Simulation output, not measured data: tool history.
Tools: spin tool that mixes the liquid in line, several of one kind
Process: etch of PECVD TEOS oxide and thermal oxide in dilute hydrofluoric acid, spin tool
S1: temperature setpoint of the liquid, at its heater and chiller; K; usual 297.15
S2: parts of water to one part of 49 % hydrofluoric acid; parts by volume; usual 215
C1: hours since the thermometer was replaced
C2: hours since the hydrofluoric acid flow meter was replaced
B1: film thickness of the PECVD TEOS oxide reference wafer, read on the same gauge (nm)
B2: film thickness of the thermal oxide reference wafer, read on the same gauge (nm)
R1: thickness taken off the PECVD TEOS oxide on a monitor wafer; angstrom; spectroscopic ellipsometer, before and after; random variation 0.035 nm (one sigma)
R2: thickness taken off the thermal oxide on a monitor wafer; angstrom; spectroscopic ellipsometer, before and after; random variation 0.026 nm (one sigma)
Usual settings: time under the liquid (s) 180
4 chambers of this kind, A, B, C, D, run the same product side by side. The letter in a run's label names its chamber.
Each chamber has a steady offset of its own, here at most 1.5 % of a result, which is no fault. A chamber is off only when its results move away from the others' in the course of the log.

run 1B hour=8.4 | S1=297.15 S2=215 time_under_the_liquid_(s)=180 | C1=1135.0 C2=459.2 | B1=99.991 B2=39.998 | R1=62.501 R2=36.409
run 2D hour=16.5 | S1=297.15 S2=215 time_under_the_liquid_(s)=180 | C1=147.5 C2=1356.1 | B1=100.000 B2=40.004 | R1=61.890 R2=36.350
run 3C hour=23.8 | S1=297.15 S2=215 time_under_the_liquid_(s)=180 | C1=1564.4 C2=570.0 | B1=99.983 B2=40.000 | R1=62.132 R2=36.363
run 4A hour=34.8 | S1=297.15 S2=215 time_under_the_liquid_(s)=180 | C1=1817.7 C2=1424.4 | B1=99.988 B2=40.016 | R1=62.782 R2=36.588
run 5D hour=46.5 | S1=297.15 S2=215 time_under_the_liquid_(s)=180 | C1=177.5 C2=1386.1 | B1=100.000 B2=40.019 | R1=61.941 R2=36.610
run 6B hour=54.4 | S1=297.15 S2=215 time_under_the_liquid_(s)=180 | C1=1181.0 C2=505.2 | B1=99.999 B2=39.996 | R1=62.386 R2=36.685
run 7A hour=66.2 | S1=297.15 S2=215 time_under_the_liquid_(s)=180 | C1=1849.1 C2=1455.8 | B1=99.985 B2=40.000 | R1=63.564 R2=36.223
run 8C hour=78.9 | S1=297.15 S2=215 time_under_the_liquid_(s)=180 | C1=1619.5 C2=625.1 | B1=99.994 B2=39.997 | R1=62.279 R2=37.021
run 9A hour=88.9 | S1=301.65 S2=215 time_under_the_liquid_(s)=180 | C1=1871.8 C2=1478.5 | B1=100.010 B2=40.004 | R1=73.611 R2=42.774
run 10C hour=99.0 | S1=301.65 S2=215 time_under_the_liquid_(s)=180 | C1=1639.6 C2=645.2 | B1=100.000 B2=40.000 | R1=73.484 R2=43.091
-- hour=105.2 chamber D: hydrofluoric acid flow meter replaced
run 11B hour=112.5 | S1=301.65 S2=215 time_under_the_liquid_(s)=180 | C1=1239.1 C2=563.3 | B1=100.000 B2=39.987 | R1=74.131 R2=42.652
run 12D hour=124.0 | S1=301.65 S2=215 time_under_the_liquid_(s)=180 | C1=255.0 C2=18.9 | B1=100.010 B2=40.009 | R1=73.175 R2=42.373
run 13D hour=132.7 | S1=297.15 S2=215 time_under_the_liquid_(s)=180 | C1=263.7 C2=27.6 | B1=99.983 B2=39.999 | R1=62.276 R2=35.947
run 14B hour=146.0 | S1=298.65 S2=215 time_under_the_liquid_(s)=215 | C1=1272.6 C2=596.8 | B1=99.987 B2=39.985 | R1=78.981 R2=46.011
run 15C hour=152.5 | S1=298.65 S2=215 time_under_the_liquid_(s)=215 | C1=1693.1 C2=698.7 | B1=100.010 B2=39.986 | R1=77.768 R2=45.989
run 16A hour=162.6 | S1=298.65 S2=215 time_under_the_liquid_(s)=215 | C1=1945.5 C2=1552.2 | B1=100.020 B2=40.007 | R1=79.582 R2=46.423
run 17A hour=169.0 | S1=298.65 S2=215 time_under_the_liquid_(s)=215 | C1=1951.9 C2=1558.6 | B1=100.010 B2=40.009 | R1=79.814 R2=45.994
-- hour=173.7 chamber A: thermometer replaced
run 18D hour=176.1 | S1=295.65 S2=215 time_under_the_liquid_(s)=100 | C1=307.1 C2=71.0 | B1=100.010 B2=40.012 | R1=32.865 R2=19.350
run 19C hour=185.1 | S1=295.65 S2=215 time_under_the_liquid_(s)=100 | C1=1725.7 C2=731.3 | B1=100.010 B2=40.007 | R1=32.345 R2=19.053
run 20B hour=192.6 | S1=295.65 S2=215 time_under_the_liquid_(s)=100 | C1=1319.2 C2=643.4 | B1=100.010 B2=39.979 | R1=32.708 R2=19.347
run 21B hour=200.0 | S1=295.65 S2=215 time_under_the_liquid_(s)=100 | C1=1326.6 C2=650.8 | B1=100.010 B2=40.005 | R1=32.592 R2=19.132
run 22D hour=206.2 | S1=297.15 S2=215 time_under_the_liquid_(s)=180 | C1=337.2 C2=101.1 | B1=100.010 B2=40.023 | R1=62.511 R2=36.695
run 23A hour=216.1 | S1=297.15 S2=215 time_under_the_liquid_(s)=180 | C1=42.4 C2=1605.7 | B1=99.989 B2=40.034 | R1=62.881 R2=36.843
run 24C hour=229.0 | S1=297.15 S2=215 time_under_the_liquid_(s)=180 | C1=1769.6 C2=775.2 | B1=100.000 B2=39.983 | R1=62.310 R2=36.003
run 25C hour=241.5 | S1=297.15 S2=215 time_under_the_liquid_(s)=180 | C1=1782.1 C2=787.7 | B1=99.981 B2=40.005 | R1=62.528 R2=36.173
run 26B hour=255.2 | S1=297.15 S2=215 time_under_the_liquid_(s)=180 | C1=1381.8 C2=706.0 | B1=99.989 B2=40.024 | R1=61.977 R2=36.430
run 27D hour=263.9 | S1=293.65 S2=255 time_under_the_liquid_(s)=180 | C1=394.9 C2=158.8 | B1=100.010 B2=39.970 | R1=43.857 R2=25.738

Next, every chamber runs the same settings. What will each give?
run 28A hour=273.9 | S1=297.15 S2=215 time_under_the_liquid_(s)=180 | R1=? R2=?
run 28B hour=273.9 | S1=297.15 S2=215 time_under_the_liquid_(s)=180 | R1=? R2=?
run 28C hour=273.9 | S1=297.15 S2=215 time_under_the_liquid_(s)=180 | R1=? R2=?
run 28D hour=273.9 | S1=297.15 S2=215 time_under_the_liquid_(s)=180 | R1=? R2=?

run=28A R1=62.414 R2=36.462
run=28B R1=62.329 R2=36.769
run=28C R1=61.886 R2=36.212
run=28D R1=62.459 R2=36.691
